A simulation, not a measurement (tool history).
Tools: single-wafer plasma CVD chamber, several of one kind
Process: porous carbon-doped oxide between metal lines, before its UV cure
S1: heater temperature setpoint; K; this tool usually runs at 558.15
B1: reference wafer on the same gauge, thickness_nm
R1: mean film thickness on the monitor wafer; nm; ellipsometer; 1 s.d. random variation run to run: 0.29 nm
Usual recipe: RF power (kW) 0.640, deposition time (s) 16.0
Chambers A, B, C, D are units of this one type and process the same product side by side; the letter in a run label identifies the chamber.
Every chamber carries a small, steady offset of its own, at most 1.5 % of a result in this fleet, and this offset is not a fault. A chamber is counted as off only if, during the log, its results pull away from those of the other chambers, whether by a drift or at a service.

run 1C hour=6.7 | S1=558.15 RF_power_(kW)=0.640 deposition_time_(s)=16.0 | B1=103.93 | R1=113.410
run 2D hour=13.5 | S1=558.15 RF_power_(kW)=0.640 deposition_time_(s)=16.0 | B1=104.02 | R1=115.000
run 3A hour=20.4 | S1=558.15 RF_power_(kW)=0.640 deposition_time_(s)=16.0 | B1=103.99 | R1=114.250
run 4B hour=27.7 | S1=558.15 RF_power_(kW)=0.640 deposition_time_(s)=16.0 | B1=104.00 | R1=113.210
run 5D hour=36.3 | S1=558.15 RF_power_(kW)=0.640 deposition_time_(s)=16.0 | B1=104.00 | R1=114.830
run 6B hour=44.2 | S1=558.15 RF_power_(kW)=0.640 deposition_time_(s)=16.0 | B1=104.05 | R1=112.790
run 7C hour=50.5 | S1=558.15 RF_power_(kW)=0.640 deposition_time_(s)=16.0 | B1=104.02 | R1=113.600
run 8A hour=55.2 | S1=558.15 RF_power_(kW)=0.640 deposition_time_(s)=16.0 | B1=103.98 | R1=114.400
run 9A hour=63.8 | S1=558.15 RF_power_(kW)=0.640 deposition_time_(s)=16.0 | B1=104.00 | R1=113.780
run 10C hour=68.4 | S1=558.15 RF_power_(kW)=0.640 deposition_time_(s)=16.0 | B1=103.96 | R1=113.980
run 11D hour=74.4 | S1=558.15 RF_power_(kW)=0.640 deposition_time_(s)=16.0 | B1=104.07 | R1=114.350
run 12B hour=80.6 | S1=558.15 RF_power_(kW)=0.640 deposition_time_(s)=16.0 | B1=104.07 | R1=113.510
run 13B hour=87.7 | S1=558.15 RF_power_(kW)=0.640 deposition_time_(s)=16.0 | B1=103.97 | R1=113.700
-- hour=88.7 chamber C: RF generator calibrated
run 14D hour=92.3 | S1=558.15 RF_power_(kW)=0.640 deposition_time_(s)=16.0 | B1=103.91 | R1=113.930
run 15C hour=100.8 | S1=558.15 RF_power_(kW)=0.640 deposition_time_(s)=16.0 | B1=103.98 | R1=113.010
run 16A hour=106.5 | S1=558.15 RF_power_(kW)=0.640 deposition_time_(s)=16.0 | B1=103.95 | R1=114.130
run 17C hour=112.7 | S1=558.15 RF_power_(kW)=0.640 deposition_time_(s)=16.0 | B1=104.00 | R1=113.060
run 18B hour=118.9 | S1=546.15 RF_power_(kW)=0.640 deposition_time_(s)=16.0 | B1=103.99 | R1=122.760
run 19A hour=127.1 | S1=546.15 RF_power_(kW)=0.640 deposition_time_(s)=16.0 | B1=104.03 | R1=123.870
run 20D hour=132.1 | S1=546.15 RF_power_(kW)=0.640 deposition_time_(s)=16.0 | B1=104.01 | R1=122.840
run 21C hour=137.6 | S1=546.15 RF_power_(kW)=0.640 deposition_time_(s)=16.0 | B1=104.02 | R1=121.740
run 22D hour=144.6 | S1=558.15 RF_power_(kW)=0.640 deposition_time_(s)=16.0 | B1=103.92 | R1=113.100
run 23B hour=151.3 | S1=558.15 RF_power_(kW)=0.640 deposition_time_(s)=16.0 | B1=103.99 | R1=113.870
run 24A hour=156.5 | S1=558.15 RF_power_(kW)=0.640 deposition_time_(s)=16.0 | B1=104.05 | R1=114.280
run 25C hour=164.0 | S1=558.15 RF_power_(kW)=0.640 deposition_time_(s)=16.0 | B1=104.03 | R1=113.230
run 26B hour=169.8 | S1=558.15 RF_power_(kW)=0.640 deposition_time_(s)=16.0 | B1=103.93 | R1=113.390
run 27A hour=174.6 | S1=558.15 RF_power_(kW)=0.640 deposition_time_(s)=16.0 | B1=103.98 | R1=113.870
run 28D hour=183.5 | S1=558.15 RF_power_(kW)=0.640 deposition_time_(s)=16.0 | B1=104.04 | R1=112.470
run 29B hour=190.4 | S1=558.15 RF_power_(kW)=0.640 deposition_time_(s)=16.0 | B1=104.06 | R1=113.460
run 30D hour=196.6 | S1=558.15 RF_power_(kW)=0.640 deposition_time_(s)=16.0 | B1=104.04 | R1=112.400
run 31A hour=204.6 | S1=558.15 RF_power_(kW)=0.640 deposition_time_(s)=16.0 | B1=104.05 | R1=114.080
run 32C hour=212.2 | S1=558.15 RF_power_(kW)=0.640 deposition_time_(s)=16.0 | B1=104.04 | R1=113.350
run 33D hour=218.7 | S1=558.15 RF_power_(kW)=0.640 deposition_time_(s)=16.0 | B1=103.98 | R1=112.580
run 34C hour=224.4 | S1=558.15 RF_power_(kW)=0.640 deposition_time_(s)=16.0 | B1=103.99 | R1=112.860
run 35A hour=232.6 | S1=558.15 RF_power_(kW)=0.640 deposition_time_(s)=16.0 | B1=103.93 | R1=113.670
run 36B hour=239.1 | S1=558.15 RF_power_(kW)=0.640 deposition_time_(s)=16.0 | B1=104.00 | R1=113.280
run 37C hour=245.4 | S1=558.15 RF_power_(kW)=0.640 deposition_time_(s)=16.0 | B1=103.97 | R1=113.620
run 38B hour=252.5 | S1=558.15 RF_power_(kW)=0.640 deposition_time_(s)=16.0 | B1=104.07 | R1=113.580
run 39A hour=261.2 | S1=558.15 RF_power_(kW)=0.640 deposition_time_(s)=16.0 | B1=104.00 | R1=114.600

What goes on in this fleet: one chamber off, a drifting gauge, or nothing beyond the chambers' own small offsets? Name the chamber and the cause, if any.

One chamber, D, drifts off from the rest bit by bit.
Most likely cause: delivered RF power below the setpoint (%) = 4.63.
The log may not tell that from: wafer temperature above the value expected at the setpoint (K).

Here are 4 candidates for chamber D's next run, each the usual settings with a change, their results left as question marks. Which one brings its results back in line with what the others give on the usual settings?
To be in line, a result may differ from the other chambers' mean on the usual settings by at most: R1 1.000 nm
run 40D-1 hour=267.8 | S1=555.15 RF_power_(kW)=0.640 deposition_time_(s)=16.0 | R1=?
run 40D-2 hour=267.8 | S1=558.15 RF_power_(kW)=0.650 deposition_time_(s)=16.4 | R1=?
run 40D-3 hour=267.8 | S1=558.15 RF_power_(kW)=0.635 deposition_time_(s)=15.8 | R1=?
run 40D-4 hour=267.8 | S1=559.15 RF_power_(kW)=0.640 deposition_time_(s)=15.5 | R1=?

What the other chambers average on the usual settings: R1 113.590 nm
run=40D-1 R1=113.540
run=40D-2 R1=115.240
run=40D-3 R1=109.490
run=40D-4 R1=107.360
40D-1 puts the chamber back in line with the other chambers.

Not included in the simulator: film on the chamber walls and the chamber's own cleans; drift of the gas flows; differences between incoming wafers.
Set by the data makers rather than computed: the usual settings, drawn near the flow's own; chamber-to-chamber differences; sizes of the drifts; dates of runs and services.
